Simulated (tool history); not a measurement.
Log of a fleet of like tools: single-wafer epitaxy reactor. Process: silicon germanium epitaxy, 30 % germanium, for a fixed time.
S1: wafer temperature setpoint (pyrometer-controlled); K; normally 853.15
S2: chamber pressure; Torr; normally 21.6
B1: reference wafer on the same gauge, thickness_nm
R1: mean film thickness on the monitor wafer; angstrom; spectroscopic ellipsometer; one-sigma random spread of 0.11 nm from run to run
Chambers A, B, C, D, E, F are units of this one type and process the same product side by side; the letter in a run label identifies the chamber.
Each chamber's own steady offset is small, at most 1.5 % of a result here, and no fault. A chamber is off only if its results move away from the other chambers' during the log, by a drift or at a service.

run   hour      S1    S2      B1      R1
 1E    5.5  853.15  21.6  49.786  420.67
 2C   12.1  853.15  21.6  49.823  423.82
 3B   20.1  853.15  21.6  49.783  415.52
 4D   28.8  853.15  21.6  49.778  413.52
 5A   36.5  853.15  21.6  49.785  422.58
      45.5  -- chamber F: capacitance manometer re-zeroed and calibrated
 6F   45.7  853.15  21.6  49.773  422.69
 7D   52.2  853.15  21.6  49.814  415.12
 8C   59.2  853.15  21.6  49.752  425.11
 9F   68.9  853.15  21.6  49.805  422.37
10E   75.9  853.15  21.6  49.822  420.88
11B   82.8  853.15  21.6  49.797  418.93
12A   91.7  853.15  20.0  49.802  408.93
13F   98.2  853.15  20.0  49.777  410.57
14A  107.8  853.15  20.0  49.786  408.88
15C  116.3  853.15  20.0  49.829  410.71
16D  125.5  853.15  20.0  49.813  402.64
17E  133.1  853.15  20.0  49.795  406.18
18B  142.4  853.15  21.6  49.801  416.03
19C  151.9  853.15  21.6  49.810  425.77
20E  159.5  853.15  21.6  49.797  421.83
21A  169.5  853.15  21.6  49.813  421.44
22B  176.1  853.15  21.6  49.816  416.98
23F  180.9  862.15  21.6  49.826  500.06
24D  187.0  862.15  21.6  49.828  491.37
25C  196.6  862.15  21.6  49.777  502.66
26B  201.4  862.15  21.6  49.790  494.07
     204.9  -- chamber C: capacitance manometer re-zeroed and calibrated
27F  209.6  862.15  21.6  49.812  499.31
     214.9  -- chamber D: pyrometer calibrated
28D  216.6  862.15  21.6  49.815  491.16
29E  223.8  853.15  21.6  49.805  420.29
     227.1  -- chamber F: pyrometer calibrated
30A  229.4  853.15  21.6  49.804  422.88
31B  240.3  853.15  21.6  49.810  418.99
32E  250.3  853.15  21.6  49.771  421.41
33A  257.5  853.15  21.6  49.808  424.15
34D  266.2  853.15  21.6  49.843  416.34
35F  272.9  853.15  21.6  49.818  424.60
36C  278.2  853.15  21.6  49.830  422.83
37C  283.6  853.15  21.6  49.799  421.97

The same settings go to every chamber for the next run, one line per chamber below. Forecast the results for each:
38A  291.4  853.15  21.6       ?
38B  291.4  853.15  21.6       ?
38C  291.4  853.15  21.6       ?
38D  291.4  853.15  21.6       ?
38E  291.4  853.15  21.6       ?
38F  291.4  853.15  21.6       ?

run      R1
38A  422.16
38B  416.88
38C  424.22
38D  416.18
38E  421.00
38F  421.58
